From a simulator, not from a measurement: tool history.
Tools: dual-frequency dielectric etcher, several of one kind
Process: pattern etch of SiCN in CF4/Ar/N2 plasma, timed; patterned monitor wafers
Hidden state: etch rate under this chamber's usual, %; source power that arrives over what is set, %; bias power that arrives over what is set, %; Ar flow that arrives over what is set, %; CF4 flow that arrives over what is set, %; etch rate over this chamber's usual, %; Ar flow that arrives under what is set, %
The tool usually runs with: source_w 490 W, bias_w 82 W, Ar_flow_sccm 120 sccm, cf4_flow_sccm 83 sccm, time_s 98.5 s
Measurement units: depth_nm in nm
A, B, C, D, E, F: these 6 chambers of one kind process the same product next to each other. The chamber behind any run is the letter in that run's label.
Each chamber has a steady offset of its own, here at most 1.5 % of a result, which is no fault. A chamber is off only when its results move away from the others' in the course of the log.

run   hour  source_w  bias_w  Ar_flow_sccm  cf4_flow_sccm  time_s  hours since the last wet clean  hours since the last source power generator calibration  hours since the last bias power generator calibration  hours since the last Ar flow controller change  hours since the last CF4 flow controller change  read-back reference wafer on the same gauge, depth_nm  depth_nm
       7.5  -- chamber E: bias power generator calibrated
 1B    8.8       490      82           120             83    98.5                           309.8                                                    751.1                                                  428.4                                          2676.9                                           4094.4                                                 86.026    96.322
 2C   20.9       490      82           120             83    98.5                           274.0                                                   1269.0                                                 2355.2                                          4980.3                                           3220.1                                                 86.009    95.068
      23.6  -- chamber E: wet clean of the chamber
 3F   28.4       490      82           120             83    98.5                           140.1                                                    500.3                                                 3641.9                                           113.1                                            183.1                                                 85.937    94.100
 4E   39.6       490      82           120             83    98.5                            16.1                                                    311.5                                                   32.2                                          2113.3                                           1599.0                                                 86.005    96.803
 5A   46.0       490      82           120             83    98.5                           205.1                                                   2970.2                                                  398.8                                          1758.8                                            519.9                                                 85.995    94.157
 6D   52.3       490      82           120             83    98.5                           169.9                                                    836.6                                                 1380.0                                           275.2                                           2326.7                                                 86.026    94.568
 7E   60.0       490      82           120             83    98.5                            36.5                                                    331.9                                                   52.6                                          2133.7                                           1619.4                                                 86.032    95.473
 8A   72.7       490      82           120             83    98.5                           231.8                                                   2996.9                                                  425.5                                          1785.5                                            546.6                                                 85.741    94.351
 9D   79.8       490      82           120             83    98.5                           197.4                                                    864.1                                                 1407.5                                           302.7                                           2354.2                                                 85.933    94.757
10B   89.5       490      82           120             83    98.5                           390.5                                                    831.8                                                  509.1                                          2757.6                                           4175.1                                                 86.002    96.252
      90.0  -- chamber F: bias power generator calibrated
11C   95.6       490      82           120             83    98.5                           348.7                                                   1343.7                                                 2429.9                                          5055.0                                           3294.8                                                 85.983    95.054
12F  105.0       490      82           120             83    98.5                           216.7                                                    576.9                                                   15.1                                           189.7                                            259.7                                                 85.917    93.804
     116.7  -- chamber C: wet clean of the chamber
13B  117.7       420      82           120             83    98.5                           418.7                                                    860.0                                                  537.3                                          2785.8                                           4203.3                                                 85.976    84.387
14E  125.1       420      82           120             83    98.5                           101.6                                                    397.0                                                  117.7                                          2198.8                                           1684.5                                                 86.083    83.303
15C  131.9       420      82           120             83    98.5                            15.3                                                   1380.0                                                 2466.2                                          5091.3                                           3331.1                                                 85.990    83.115
     133.2  -- chamber E: CF4 flow controller replaced
16D  142.5       420      82           120             83    98.5                           260.1                                                    926.8                                                 1470.2                                           365.4                                           2416.9                                                 85.946    82.159
17A  154.5       420      82           120             83    98.5                           313.6                                                   3078.7                                                  507.3                                          1867.3                                            628.4                                                 85.922    81.017
18F  164.3       420      82           120             83    98.5                           276.0                                                    636.2                                                   74.4                                           249.0                                            319.0                                                 86.036    81.609
19A  172.6       490      82           120             83    98.5                           331.7                                                   3096.8                                                  525.4                                          1885.4                                            646.5                                                 86.059    93.268
     180.5  -- chamber C: bias power generator calibrated
20F  181.8       490      82            96             92    98.5                           293.5                                                    653.7                                                   91.9                                           266.5                                            336.5                                                 86.070    99.408
21B  190.4       490      82            96             92    98.5                           491.4                                                    932.7                                                  610.0                                          2858.5                                           4276.0                                                 86.243    99.922
22D  200.9       490      82            96             92    98.5                           318.5                                                    985.2                                                 1528.6                                           423.8                                           2475.3                                                 86.021    99.153
23C  207.4       490      82            96             92    98.5                            90.8                                                   1455.5                                                   26.9                                          5166.8                                           3406.6                                                 85.991   100.070
24E  216.4       490      82            96             92    98.5                           192.9                                                    488.3                                                  209.0                                          2290.1                                             83.2                                                 85.875    99.759
25C  222.7       490      82            96             92    98.5                           106.1                                                   1470.8                                                   42.2                                          5182.1                                           3421.9                                                 85.999   100.910
26F  232.3       490      82           120             83    98.5                           344.0                                                    704.2                                                  142.4                                           317.0                                            387.0                                                 85.987    94.752
27B  239.3       490      82           120             83    98.5                           540.3                                                    981.6                                                  658.9                                          2907.4                                           4324.9                                                 86.088    94.591
28A  250.2       490      82           120             83    98.5                           409.3                                                   3174.4                                                  603.0                                          1963.0                                            724.1                                                 85.846    92.938
29E  258.5       490      82           120             83    98.5                           235.0                                                    530.4                                                  251.1                                          2332.2                                            125.3                                                 86.154    94.742
30D  264.3       490      82           120             83    98.5                           381.9                                                   1048.6                                                 1592.0                                           487.2                                           2538.7                                                 86.040    95.174
31B  273.1       490      82           120             83    98.5                           574.1                                                   1015.4                                                  692.7                                          2941.2                                           4358.7                                                 85.890    95.865
32E  278.9       490      82           120             83    98.5                           255.4                                                    550.8                                                  271.5                                          2352.6                                            145.7                                                 85.957    95.057
     279.1  -- chamber D: wet clean of the chamber
33A  289.9       490      82           120             83    98.5                           449.0                                                   3214.1                                                  642.7                                          2002.7                                            763.8                                                 86.034    90.169
34C  296.5       490      82           120             83    98.5                           179.9                                                   1544.6                                                  116.0                                          5255.9                                           3495.7                                                 86.019    94.857
35F  305.4       540      82           120             83    98.5                           417.1                                                    777.3                                                  215.5                                           390.1                                            460.1                                                 86.031   103.350
     317.7  -- chamber D: bias power generator calibrated
36D  317.9       540      82           120             83    98.5                            38.9                                                   1102.2                                                    0.3                                           540.8                                           2592.3                                                 85.861   103.410
37F  326.7       540      82           120             83    98.5                           438.4                                                    798.6                                                  236.8                                           411.4                                            481.4                                                 85.991   102.530

What goes on in this fleet: one chamber off, a drifting gauge, or nothing beyond the chambers' own small offsets? Name the chamber and the cause, if any.

One chamber, A, drifts off from the rest bit by bit.
Likeliest cause: etch rate under this chamber's usual, % = 3.81.
The log may not separate it from: source power that arrives under what is set, %.

Which of the 4 candidates below, each the usual settings with something changed and its results left as question marks, puts chamber A back in line with what the other chambers give on the usual settings?
In line here means within this much of the mean the other chambers give on the usual settings: depth_nm 2.300 nm
38A-1  336.0       510      83           119             83   103.5                                                                                                                                                                                                                                                                                                                 ?
38A-2  336.0       490      72           120             83    98.5                                                                                                                                                                                                                                                                                                                 ?
38A-3  336.0       470      82           121             83    93.0                                                                                                                                                                                                                                                                                                                 ?
38A-4  336.0       490      89           115             86    98.5                                                                                                                                                                                                                                                                                                                 ?

The other chambers' mean on the usual settings: depth_nm 95.034 nm
  run  depth_nm
38A-1    99.695
38A-2    87.069
38A-3    82.799
38A-4    94.811
It is 38A-4 that realigns the chamber with its peers.

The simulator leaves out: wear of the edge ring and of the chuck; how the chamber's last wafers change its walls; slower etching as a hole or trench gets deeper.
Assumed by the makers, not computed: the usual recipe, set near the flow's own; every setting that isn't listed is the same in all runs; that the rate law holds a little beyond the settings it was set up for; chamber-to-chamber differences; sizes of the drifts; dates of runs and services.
